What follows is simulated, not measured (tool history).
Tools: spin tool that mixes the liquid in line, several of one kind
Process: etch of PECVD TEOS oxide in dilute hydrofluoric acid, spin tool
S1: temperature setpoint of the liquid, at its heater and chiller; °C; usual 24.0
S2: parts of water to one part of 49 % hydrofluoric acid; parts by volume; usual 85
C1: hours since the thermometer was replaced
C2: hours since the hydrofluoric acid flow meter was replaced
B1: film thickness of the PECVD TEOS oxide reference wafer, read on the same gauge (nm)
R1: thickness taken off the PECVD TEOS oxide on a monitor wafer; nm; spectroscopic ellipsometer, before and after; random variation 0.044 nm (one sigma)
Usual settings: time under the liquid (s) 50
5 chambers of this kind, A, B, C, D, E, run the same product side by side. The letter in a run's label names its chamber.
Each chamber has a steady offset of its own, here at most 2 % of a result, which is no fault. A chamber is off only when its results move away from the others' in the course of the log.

run 1B day=0.296 | S1=24.0 S2=85 time_under_the_liquid_(s)=50 | C1=51.6 C2=2047.1 | B1=120.00 | R1=6.7230
run 2A day=0.858 | S1=24.0 S2=85 time_under_the_liquid_(s)=50 | C1=476.9 C2=832.5 | B1=120.02 | R1=6.7237
run 3E day=1.333 | S1=24.0 S2=85 time_under_the_liquid_(s)=50 | C1=1371.1 C2=1185.4 | B1=120.00 | R1=6.6343
run 4D day=1.833 | S1=24.0 S2=85 time_under_the_liquid_(s)=50 | C1=1343.3 C2=553.6 | B1=120.02 | R1=6.8109
run 5C day=2.133 | S1=24.0 S2=85 time_under_the_liquid_(s)=50 | C1=1546.9 C2=546.4 | B1=119.99 | R1=6.7153
run 6D day=2.408 | S1=24.0 S2=65 time_under_the_liquid_(s)=50 | C1=1357.1 C2=567.4 | B1=120.00 | R1=9.0423
run 7C day=2.983 | S1=24.0 S2=65 time_under_the_liquid_(s)=50 | C1=1567.3 C2=566.8 | B1=119.97 | R1=8.8641
run 8E day=3.562 | S1=24.0 S2=65 time_under_the_liquid_(s)=50 | C1=1424.6 C2=1238.9 | B1=119.96 | R1=8.8046
run 9A day=4.100 | S1=24.0 S2=65 time_under_the_liquid_(s)=50 | C1=554.7 C2=910.3 | B1=119.99 | R1=8.9402
-- day=4.554 chamber B: hydrofluoric acid flow meter replaced
run 10B day=4.571 | S1=24.0 S2=65 time_under_the_liquid_(s)=50 | C1=154.2 C2=0.5 | B1=119.99 | R1=9.0269
run 11E day=5.158 | S1=24.0 S2=85 time_under_the_liquid_(s)=50 | C1=1462.9 C2=1277.2 | B1=120.00 | R1=6.5331
run 12A day=5.588 | S1=24.0 S2=85 time_under_the_liquid_(s)=50 | C1=590.4 C2=946.0 | B1=120.03 | R1=6.6130
run 13D day=5.879 | S1=24.0 S2=85 time_under_the_liquid_(s)=50 | C1=1440.4 C2=650.7 | B1=119.99 | R1=6.7360
run 14B day=6.200 | S1=22.5 S2=120 time_under_the_liquid_(s)=50 | C1=193.3 C2=39.6 | B1=119.99 | R1=4.2600
run 15C day=6.650 | S1=22.5 S2=120 time_under_the_liquid_(s)=50 | C1=1655.3 C2=654.8 | B1=119.97 | R1=4.2234
run 16D day=7.029 | S1=22.5 S2=120 time_under_the_liquid_(s)=50 | C1=1468.0 C2=678.3 | B1=120.00 | R1=4.3079
run 17A day=7.604 | S1=22.5 S2=120 time_under_the_liquid_(s)=50 | C1=638.8 C2=994.4 | B1=120.00 | R1=4.2575
run 18E day=8.096 | S1=22.5 S2=120 time_under_the_liquid_(s)=50 | C1=1533.4 C2=1347.7 | B1=120.00 | R1=4.1913
run 19B day=8.475 | S1=24.0 S2=85 time_under_the_liquid_(s)=50 | C1=247.9 C2=94.2 | B1=120.03 | R1=6.7210
run 20C day=8.975 | S1=24.0 S2=85 time_under_the_liquid_(s)=50 | C1=1711.1 C2=710.6 | B1=120.02 | R1=6.5932
run 21B day=9.546 | S1=24.0 S2=85 time_under_the_liquid_(s)=50 | C1=273.6 C2=119.9 | B1=119.97 | R1=6.7019
run 22E day=9.842 | S1=24.0 S2=85 time_under_the_liquid_(s)=50 | C1=1575.3 C2=1389.6 | B1=120.02 | R1=6.5598
-- day=10.279 chamber A: hydrofluoric acid flow meter replaced
run 23D day=10.371 | S1=24.0 S2=85 time_under_the_liquid_(s)=50 | C1=1548.2 C2=758.5 | B1=119.98 | R1=6.7700
-- day=10.404 chamber E: thermometer replaced
run 24C day=10.729 | S1=24.0 S2=85 time_under_the_liquid_(s)=50 | C1=1753.2 C2=752.7 | B1=120.01 | R1=6.5348
run 25A day=11.054 | S1=24.0 S2=85 time_under_the_liquid_(s)=50 | C1=721.6 C2=18.6 | B1=120.01 | R1=6.6215
run 26C day=11.354 | S1=24.0 S2=85 time_under_the_liquid_(s)=50 | C1=1768.2 C2=767.7 | B1=120.00 | R1=6.4685
run 27E day=11.825 | S1=24.0 S2=85 time_under_the_liquid_(s)=50 | C1=34.1 C2=1437.2 | B1=120.02 | R1=6.5825
run 28D day=12.183 | S1=24.0 S2=85 time_under_the_liquid_(s)=50 | C1=1591.7 C2=802.0 | B1=119.98 | R1=6.8023
run 29A day=12.717 | S1=24.0 S2=85 time_under_the_liquid_(s)=50 | C1=761.5 C2=58.5 | B1=119.95 | R1=6.6918
run 30B day=13.300 | S1=24.0 S2=85 time_under_the_liquid_(s)=50 | C1=363.7 C2=210.0 | B1=119.99 | R1=6.7012
-- day=13.488 chamber D: thermometer replaced
run 31C day=13.875 | S1=24.0 S2=115 time_under_the_liquid_(s)=50 | C1=1828.7 C2=828.2 | B1=119.99 | R1=4.4904
run 32B day=14.408 | S1=24.0 S2=115 time_under_the_liquid_(s)=50 | C1=390.3 C2=236.6 | B1=120.01 | R1=4.7696
run 33D day=14.933 | S1=24.0 S2=115 time_under_the_liquid_(s)=50 | C1=34.7 C2=868.0 | B1=120.01 | R1=4.7615
run 34A day=15.200 | S1=24.0 S2=115 time_under_the_liquid_(s)=50 | C1=821.1 C2=118.1 | B1=120.03 | R1=4.7763
run 35E day=15.604 | S1=24.0 S2=115 time_under_the_liquid_(s)=50 | C1=124.8 C2=1527.9 | B1=120.01 | R1=4.6537

Is one chamber off against the others, does the gauge drift, or is nothing wrong? If a chamber is off, say which, and what the likeliest cause is.

Chamber C drifts away from the others.
Cause: hydrofluoric acid flow below the setpoint (%) = 4.17.
The log may not tell that from: liquid colder than its thermometer reads (K).

Here are 4 candidates for chamber C's next run, each the usual settings with a change, their results left as question marks. Which one brings its results back in line with what the others give on the usual settings?
In line means no further than this from the other chambers' mean on the usual settings: R1 0.1500 nm
run 36C-1 day=16.038 | S1=24.5 S2=85 time_under_the_liquid_(s)=50 | R1=?
run 36C-2 day=16.038 | S1=23.5 S2=85 time_under_the_liquid_(s)=50 | R1=?
run 36C-3 day=16.038 | S1=22.5 S2=85 time_under_the_liquid_(s)=50 | R1=?
run 36C-4 day=16.038 | S1=25.5 S2=85 time_under_the_liquid_(s)=50 | R1=?

The other chambers' mean on the usual settings: R1 6.6899 nm
run=36C-1 R1=6.4871
run=36C-2 R1=6.2330
run=36C-3 R1=5.9892
run=36C-4 R1=6.7464
36C-4 brings the chamber back in line.
